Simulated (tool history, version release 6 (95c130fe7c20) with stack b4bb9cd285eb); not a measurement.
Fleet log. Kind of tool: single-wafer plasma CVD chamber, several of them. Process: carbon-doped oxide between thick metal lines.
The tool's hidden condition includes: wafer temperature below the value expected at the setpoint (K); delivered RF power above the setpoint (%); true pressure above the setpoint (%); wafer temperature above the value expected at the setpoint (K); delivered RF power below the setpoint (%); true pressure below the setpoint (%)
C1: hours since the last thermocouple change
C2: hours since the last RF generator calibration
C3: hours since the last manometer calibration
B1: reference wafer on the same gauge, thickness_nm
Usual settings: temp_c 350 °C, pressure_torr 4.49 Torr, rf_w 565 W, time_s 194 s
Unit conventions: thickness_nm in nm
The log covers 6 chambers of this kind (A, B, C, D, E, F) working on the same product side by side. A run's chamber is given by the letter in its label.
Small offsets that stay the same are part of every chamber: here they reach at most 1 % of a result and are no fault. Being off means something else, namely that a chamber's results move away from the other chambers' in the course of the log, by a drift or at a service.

{"run": "1B", "hour": 5.2, "temp_c": 350, "pressure_torr": 4.49, "rf_w": 565, "time_s": 194, "C1": 294.4, "C2": 156.7, "C3": 1030.9, "B1": 939.74, "thickness_nm": 1037.2}
{"run": "2C", "hour": 11.2, "temp_c": 350, "pressure_torr": 4.49, "rf_w": 565, "time_s": 194, "C1": 1137.8, "C2": 2124.4, "C3": 1257.2, "B1": 939.8, "thickness_nm": 1040.4}
{"run": "3A", "hour": 17.8, "temp_c": 350, "pressure_torr": 4.49, "rf_w": 565, "time_s": 194, "C1": 2328.8, "C2": 177.2, "C3": 812.2, "B1": 939.2, "thickness_nm": 1025.5}
{"hour": 20.8, "done": "chamber C: RF generator calibrated"}
{"run": "4E", "hour": 23.0, "temp_c": 350, "pressure_torr": 4.49, "rf_w": 565, "time_s": 194, "C1": 825, "C2": 1384.7, "C3": 357.4, "B1": 939.59, "thickness_nm": 1033.5}
{"run": "5D", "hour": 30.5, "temp_c": 350, "pressure_torr": 4.49, "rf_w": 565, "time_s": 194, "C1": 599.6, "C2": 1918.5, "C3": 655.6, "B1": 938.77, "thickness_nm": 1032.3}
{"run": "6F", "hour": 36.1, "temp_c": 350, "pressure_torr": 4.49, "rf_w": 565, "time_s": 194, "C1": 952.8, "C2": 943.4, "C3": 1544.8, "B1": 939.22, "thickness_nm": 1039.5}
{"run": "7A", "hour": 41.7, "temp_c": 350, "pressure_torr": 4.49, "rf_w": 565, "time_s": 194, "C1": 2352.7, "C2": 201.1, "C3": 836.1, "B1": 939.12, "thickness_nm": 1029.1}
{"hour": 46.7, "done": "chamber F: thermocouple changed; heater temperature recalibrated"}
{"run": "8C", "hour": 49.7, "temp_c": 350, "pressure_torr": 4.49, "rf_w": 565, "time_s": 194, "C1": 1176.3, "C2": 29, "C3": 1295.7, "B1": 939.02, "thickness_nm": 1038.9}
{"run": "9F", "hour": 56.2, "temp_c": 350, "pressure_torr": 4.49, "rf_w": 565, "time_s": 194, "C1": 9.5, "C2": 963.5, "C3": 1564.9, "B1": 938.86, "thickness_nm": 1038.2}
{"run": "10D", "hour": 61.0, "temp_c": 350, "pressure_torr": 4.49, "rf_w": 565, "time_s": 194, "C1": 630.1, "C2": 1949, "C3": 686.1, "B1": 939.04, "thickness_nm": 1031.6}
{"hour": 66.1, "done": "chamber A: capacitance manometer re-zeroed and calibrated"}
{"run": "11E", "hour": 67.0, "temp_c": 350, "pressure_torr": 4.49, "rf_w": 565, "time_s": 194, "C1": 869, "C2": 1428.7, "C3": 401.4, "B1": 938.49, "thickness_nm": 1034}
{"run": "12B", "hour": 74.9, "temp_c": 350, "pressure_torr": 4.49, "rf_w": 565, "time_s": 194, "C1": 364.1, "C2": 226.4, "C3": 1100.6, "B1": 938.05, "thickness_nm": 1032.7}
{"run": "13A", "hour": 83.2, "temp_c": 350, "pressure_torr": 4.49, "rf_w": 565, "time_s": 194, "C1": 2394.2, "C2": 242.6, "C3": 17.1, "B1": 938.06, "thickness_nm": 1028.7}
{"run": "14E", "hour": 90.4, "temp_c": 350, "pressure_torr": 4.49, "rf_w": 565, "time_s": 194, "C1": 892.4, "C2": 1452.1, "C3": 424.8, "B1": 938.17, "thickness_nm": 1033}
{"run": "15B", "hour": 96.6, "temp_c": 350, "pressure_torr": 4.49, "rf_w": 565, "time_s": 194, "C1": 385.8, "C2": 248.1, "C3": 1122.3, "B1": 938.14, "thickness_nm": 1032.8}
{"run": "16F", "hour": 103.9, "temp_c": 339, "pressure_torr": 4.49, "rf_w": 565, "time_s": 230, "C1": 57.2, "C2": 1011.2, "C3": 1612.6, "B1": 937.81, "thickness_nm": 1265.1}
{"run": "17D", "hour": 109.6, "temp_c": 339, "pressure_torr": 4.49, "rf_w": 565, "time_s": 230, "C1": 678.7, "C2": 1997.6, "C3": 734.7, "B1": 937.74, "thickness_nm": 1262.8}
{"hour": 113.8, "done": "chamber D: RF generator calibrated"}
{"run": "18C", "hour": 115.8, "temp_c": 339, "pressure_torr": 4.49, "rf_w": 565, "time_s": 230, "C1": 1242.4, "C2": 95.1, "C3": 1361.8, "B1": 937.13, "thickness_nm": 1262.8}
{"run": "19B", "hour": 121.9, "temp_c": 339, "pressure_torr": 4.49, "rf_w": 565, "time_s": 230, "C1": 411.1, "C2": 273.4, "C3": 1147.6, "B1": 937.23, "thickness_nm": 1260.7}
{"run": "20A", "hour": 131.8, "temp_c": 339, "pressure_torr": 4.49, "rf_w": 565, "time_s": 230, "C1": 2442.8, "C2": 291.2, "C3": 65.7, "B1": 937.2, "thickness_nm": 1252.9}
{"run": "21F", "hour": 139.7, "temp_c": 339, "pressure_torr": 4.49, "rf_w": 565, "time_s": 230, "C1": 93, "C2": 1047, "C3": 1648.4, "B1": 937.16, "thickness_nm": 1263.9}
{"run": "22D", "hour": 146.9, "temp_c": 350, "pressure_torr": 4.49, "rf_w": 565, "time_s": 194, "C1": 716, "C2": 33.2, "C3": 772, "B1": 936.76, "thickness_nm": 1033.9}
{"run": "23C", "hour": 155.4, "temp_c": 350, "pressure_torr": 4.49, "rf_w": 565, "time_s": 194, "C1": 1282, "C2": 134.7, "C3": 1401.4, "B1": 936.24, "thickness_nm": 1034.3}
{"run": "24E", "hour": 160.7, "temp_c": 350, "pressure_torr": 4.49, "rf_w": 565, "time_s": 194, "C1": 962.7, "C2": 1522.4, "C3": 495.1, "B1": 936.64, "thickness_nm": 1030.4}
{"run": "25C", "hour": 169.5, "temp_c": 350, "pressure_torr": 4.49, "rf_w": 565, "time_s": 194, "C1": 1296.1, "C2": 148.8, "C3": 1415.5, "B1": 935.85, "thickness_nm": 1037.9}
{"run": "26E", "hour": 174.1, "temp_c": 350, "pressure_torr": 4.49, "rf_w": 565, "time_s": 194, "C1": 976.1, "C2": 1535.8, "C3": 508.5, "B1": 935.91, "thickness_nm": 1028.4}
{"run": "27F", "hour": 178.9, "temp_c": 350, "pressure_torr": 4.49, "rf_w": 565, "time_s": 194, "C1": 132.2, "C2": 1086.2, "C3": 1687.6, "B1": 936.31, "thickness_nm": 1031.7}
{"run": "28B", "hour": 188.5, "temp_c": 350, "pressure_torr": 4.49, "rf_w": 565, "time_s": 194, "C1": 477.7, "C2": 340, "C3": 1214.2, "B1": 935.41, "thickness_nm": 1033.7}
{"run": "29D", "hour": 198.3, "temp_c": 350, "pressure_torr": 4.49, "rf_w": 565, "time_s": 194, "C1": 767.4, "C2": 84.6, "C3": 823.4, "B1": 935.18, "thickness_nm": 1033}
{"run": "30A", "hour": 208.1, "temp_c": 350, "pressure_torr": 4.49, "rf_w": 565, "time_s": 194, "C1": 2519.1, "C2": 367.5, "C3": 142, "B1": 935.24, "thickness_nm": 1025.1}
{"run": "31C", "hour": 214.9, "temp_c": 350, "pressure_torr": 4.49, "rf_w": 565, "time_s": 194, "C1": 1341.5, "C2": 194.2, "C3": 1460.9, "B1": 935.19, "thickness_nm": 1034.6}
{"run": "32B", "hour": 223.4, "temp_c": 350, "pressure_torr": 4.49, "rf_w": 565, "time_s": 194, "C1": 512.6, "C2": 374.9, "C3": 1249.1, "B1": 935.02, "thickness_nm": 1028.6}
{"run": "33D", "hour": 228.5, "temp_c": 350, "pressure_torr": 4.49, "rf_w": 565, "time_s": 194, "C1": 797.6, "C2": 114.8, "C3": 853.6, "B1": 935.26, "thickness_nm": 1034.5}
{"run": "34E", "hour": 235.4, "temp_c": 350, "pressure_torr": 4.49, "rf_w": 565, "time_s": 194, "C1": 1037.4, "C2": 1597.1, "C3": 569.8, "B1": 934.6, "thickness_nm": 1028.6}
{"run": "35F", "hour": 242.8, "temp_c": 350, "pressure_torr": 4.49, "rf_w": 640, "time_s": 169, "C1": 196.1, "C2": 1150.1, "C3": 1751.5, "B1": 934.57, "thickness_nm": 969.18}
{"run": "36A", "hour": 247.9, "temp_c": 350, "pressure_torr": 4.49, "rf_w": 640, "time_s": 169, "C1": 2558.9, "C2": 407.3, "C3": 181.8, "B1": 934.58, "thickness_nm": 958.8}
{"run": "37E", "hour": 252.8, "temp_c": 350, "pressure_torr": 4.49, "rf_w": 640, "time_s": 169, "C1": 1054.8, "C2": 1614.5, "C3": 587.2, "B1": 934.69, "thickness_nm": 963.69}
{"run": "38D", "hour": 258.9, "temp_c": 350, "pressure_torr": 4.49, "rf_w": 640, "time_s": 169, "C1": 828, "C2": 145.2, "C3": 884, "B1": 934.12, "thickness_nm": 968.4}
{"run": "39B", "hour": 266.5, "temp_c": 350, "pressure_torr": 4.49, "rf_w": 640, "time_s": 169, "C1": 555.7, "C2": 418, "C3": 1292.2, "B1": 934.09, "thickness_nm": 969.45}
{"run": "40F", "hour": 271.5, "temp_c": 350, "pressure_torr": 4.49, "rf_w": 640, "time_s": 169, "C1": 224.8, "C2": 1178.8, "C3": 1780.2, "B1": 934.35, "thickness_nm": 971.14}
{"run": "41C", "hour": 276.3, "temp_c": 350, "pressure_torr": 4.49, "rf_w": 565, "time_s": 194, "C1": 1402.9, "C2": 255.6, "C3": 1522.3, "B1": 933.77, "thickness_nm": 1031}

Has any chamber moved away from the others, gradually or after a service, or does the common gauge drift, or do the chambers differ only by their own small steady offsets? State the chamber and the most likely cause if one applies.

None of the chambers is off. What moves is the gauge, dragging all their readings along together.
Most likely cause: gauge reads low (%) = 0.671.
